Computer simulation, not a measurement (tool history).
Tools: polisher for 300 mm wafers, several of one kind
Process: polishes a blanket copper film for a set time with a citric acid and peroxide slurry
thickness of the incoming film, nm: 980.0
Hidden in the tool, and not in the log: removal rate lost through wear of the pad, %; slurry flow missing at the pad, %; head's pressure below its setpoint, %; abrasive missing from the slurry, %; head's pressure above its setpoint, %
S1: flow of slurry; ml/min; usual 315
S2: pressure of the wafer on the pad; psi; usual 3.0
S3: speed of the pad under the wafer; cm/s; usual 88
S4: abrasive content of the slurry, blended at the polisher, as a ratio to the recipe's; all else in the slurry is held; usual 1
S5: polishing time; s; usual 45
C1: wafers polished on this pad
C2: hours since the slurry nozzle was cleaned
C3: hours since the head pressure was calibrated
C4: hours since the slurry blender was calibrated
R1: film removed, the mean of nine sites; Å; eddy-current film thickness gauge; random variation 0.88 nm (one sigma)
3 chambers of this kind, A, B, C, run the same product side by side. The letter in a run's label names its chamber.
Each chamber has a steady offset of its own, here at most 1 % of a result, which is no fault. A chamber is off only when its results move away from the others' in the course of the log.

Run 1A, hour 9.9: usual settings; C1 301; C2 290.2; C3 338.3; C4 108.7. Result: R1 881.16 Å.
At hour 14.6: chamber B: worn pad replaced by a new one.
Run 2C, hour 18.7: usual settings; C1 788; C2 327.3; C3 1036.4; C4 206.5. Result: R1 883.24 Å.
Run 3B, hour 24.8: usual settings; C1 92; C2 626.4; C3 351.9; C4 45.0. Result: R1 887.57 Å.
At hour 25.5: chamber C: worn pad replaced by a new one.
Run 4B, hour 31.7: usual settings; C1 155; C2 633.3; C3 358.8; C4 51.9. Result: R1 883.00 Å.
At hour 35.7: chamber A: worn pad replaced by a new one.
At hour 36.1: chamber C: slurry blender recalibrated.
Run 5A, hour 39.2: usual settings; C1 32; C2 319.5; C3 367.6; C4 138.0. Result: R1 884.85 Å.
At hour 43.1: chamber A: slurry blender recalibrated.
Run 6C, hour 47.0: usual settings; C1 195; C2 355.6; C3 1064.7; C4 10.9. Result: R1 877.10 Å.
Run 7A, hour 54.9: usual settings; C1 174; C2 335.2; C3 383.3; C4 11.8. Result: R1 863.60 Å.
Run 8B, hour 61.2: usual settings; C1 422; C2 662.8; C3 388.3; C4 81.4. Result: R1 872.54 Å.
Run 9C, hour 73.8: usual settings; C1 438; C2 382.4; C3 1091.5; C4 37.7. Result: R1 884.08 Å.
At hour 80.6: chamber B: worn pad replaced by a new one.
Run 10B, hour 83.2: usual settings but S1 250 ml/min; C1 24; C2 684.8; C3 410.3; C4 103.4. Result: R1 872.03 Å.
Run 11C, hour 89.5: usual settings but S1 250 ml/min; C1 580; C2 398.1; C3 1107.2; C4 53.4. Result: R1 851.61 Å.
Run 12A, hour 97.4: usual settings but S1 250 ml/min; C1 559; C2 377.7; C3 425.8; C4 54.3. Result: R1 864.74 Å.
At hour 98.0: chamber B: slurry nozzle cleaned.
At hour 105.5: chamber A: worn pad replaced by a new one.
Run 13C, hour 106.1: usual settings but S5 54 s; C1 730; C2 414.7; C3 1123.8; C4 70.0. Result: R1 1063.40 Å.
Run 14B, hour 114.6: usual settings but S5 54 s; C1 308; C2 16.6; C3 441.7; C4 134.8. Result: R1 1051.90 Å.
Run 15A, hour 124.5: usual settings but S5 54 s; C1 172; C2 404.8; C3 452.9; C4 81.4. Result: R1 1048.00 Å.
At hour 126.0: chamber C: worn pad replaced by a new one.
Run 16B, hour 133.8: usual settings; C1 482; C2 35.8; C3 460.9; C4 154.0. Result: R1 874.82 Å.
At hour 140.3: chamber B: worn pad replaced by a new one.
Run 17A, hour 142.1: usual settings; C1 331; C2 422.4; C3 470.5; C4 99.0. Result: R1 867.29 Å.
At hour 146.7: chamber A: slurry nozzle cleaned.
Run 18C, hour 150.2: usual settings; C1 219; C2 458.8; C3 1167.9; C4 114.1. Result: R1 898.50 Å.
Run 19B, hour 156.7: usual settings but S1 420 ml/min, S3 62 cm/s; C1 149; C2 58.7; C3 483.8; C4 176.9. Result: R1 637.85 Å.
At hour 168.4: chamber A: worn pad replaced by a new one.
Run 20C, hour 170.2: usual settings but S1 420 ml/min, S3 62 cm/s; C1 400; C2 478.8; C3 1187.9; C4 134.1. Result: R1 629.72 Å.
Run 21A, hour 178.3: usual settings but S1 420 ml/min, S3 62 cm/s; C1 89; C2 31.6; C3 506.7; C4 135.2. Result: R1 604.65 Å.
Run 22C, hour 187.2: usual settings but S2 3.8 psi, S3 108 cm/s; C1 554; C2 495.8; C3 1204.9; C4 151.1. Result: R1 1383.50 Å.
At hour 192.6: chamber A: slurry blender recalibrated.
Run 23A, hour 195.3: usual settings but S2 3.8 psi, S3 108 cm/s; C1 243; C2 48.6; C3 523.7; C4 2.8. Result: R1 1296.10 Å.
At hour 197.5: chamber B: slurry blender recalibrated.
At hour 199.4: chamber B: worn pad replaced by a new one.
Run 24B, hour 203.8: usual settings but S2 3.8 psi, S3 108 cm/s; C1 40; C2 105.8; C3 530.9; C4 6.3. Result: R1 1377.50 Å.
Run 25A, hour 213.4: usual settings; C1 407; C2 66.7; C3 541.8; C4 20.9. Result: R1 839.45 Å.
Run 26C, hour 223.4: usual settings; C1 882; C2 532.0; C3 1241.1; C4 187.3. Result: R1 900.06 Å.
At hour 228.2: chamber A: worn pad replaced by a new one.
At hour 235.0: chamber C: worn pad replaced by a new one.
Run 27B, hour 235.7: usual settings but S1 400 ml/min, S2 3.3 psi; C1 328; C2 137.7; C3 562.8; C4 38.2. Result: R1 964.01 Å.
Run 28C, hour 242.5: usual settings but S1 400 ml/min, S2 3.3 psi; C1 68; C2 551.1; C3 1260.2; C4 206.4. Result: R1 994.91 Å.
Run 29B, hour 248.6: usual settings but S1 400 ml/min, S2 3.3 psi; C1 445; C2 150.6; C3 575.7; C4 51.1. Result: R1 989.04 Å.
Run 30A, hour 257.8: usual settings; C1 268; C2 111.1; C3 586.2; C4 65.3. Result: R1 816.77 Å.
At hour 261.6: chamber C: head pressure recalibrated.
At hour 265.0: chamber B: worn pad replaced by a new one.
Run 31C, hour 265.7: usual settings; C1 278; C2 574.3; C3 4.2; C4 229.6. Result: R1 886.65 Å.
Run 32B, hour 273.9: usual settings; C1 81; C2 175.9; C3 601.0; C4 76.4. Result: R1 883.71 Å.
Run 33A, hour 280.7: usual settings; C1 475; C2 134.0; C3 609.1; C4 88.2. Result: R1 816.22 Å.
At hour 285.0: chamber C: slurry blender recalibrated.
Run 34A, hour 291.5: usual settings; C1 573; C2 144.8; C3 619.9; C4 99.0. Result: R1 800.71 Å.
Run 35B, hour 298.6: usual settings but S2 3.6 psi, S5 56 s; C1 305; C2 200.6; C3 625.7; C4 101.1. Result: R1 1298.40 Å.
At hour 304.2: chamber A: worn pad replaced by a new one.
Run 36C, hour 306.5: usual settings but S2 3.6 psi, S5 56 s; C1 648; C2 615.1; C3 45.0; C4 21.6. Result: R1 1309.80 Å.
Run 37C, hour 314.5: usual settings but S2 3.6 psi, S5 56 s; C1 720; C2 623.1; C3 53.0; C4 29.6. Result: R1 1319.40 Å.
At hour 321.8: chamber A: slurry blender recalibrated.
Run 38B, hour 323.8: usual settings; C1 533; C2 225.8; C3 650.9; C4 126.3. Result: R1 881.52 Å.
Run 39A, hour 336.4: usual settings; C1 292; C2 189.7; C3 664.8; C4 14.7. Result: R1 794.46 Å.

Is one chamber off against the others, does the gauge drift, or is nothing wrong? If a chamber is off, say which, and what the likeliest cause is.

Chamber A drifts away from the others.
Cause: head's pressure below its setpoint, % = 9.15.

Here are 4 candidates for chamber A's next run, each the usual settings with a change, their results left as question marks. Which one brings its results back in line with what the others give on the usual settings?
In line means no further than this from the other chambers' mean on the usual settings: R1 31.00 Å
Run 40A-1, hour 346.3: usual settings but S2 2.9 psi, S3 86 cm/s, S5 43 s. Result: R1 ?.
Run 40A-2, hour 346.3: usual settings but S2 3.1 psi, S3 90 cm/s, S5 47 s. Result: R1 ?.
Run 40A-3, hour 346.3: usual settings but S2 2.7 psi, S3 80 cm/s. Result: R1 ?.
Run 40A-4, hour 346.3: usual settings but S2 3.2 psi, S3 94 cm/s, S5 48 s. Result: R1 ?.

The other chambers' mean on the usual settings: R1 881.04 Å
  run      R1
40A-1  726.38
40A-2  884.93
40A-3  661.57
40A-4  972.54
40A-2 brings the chamber back in line.
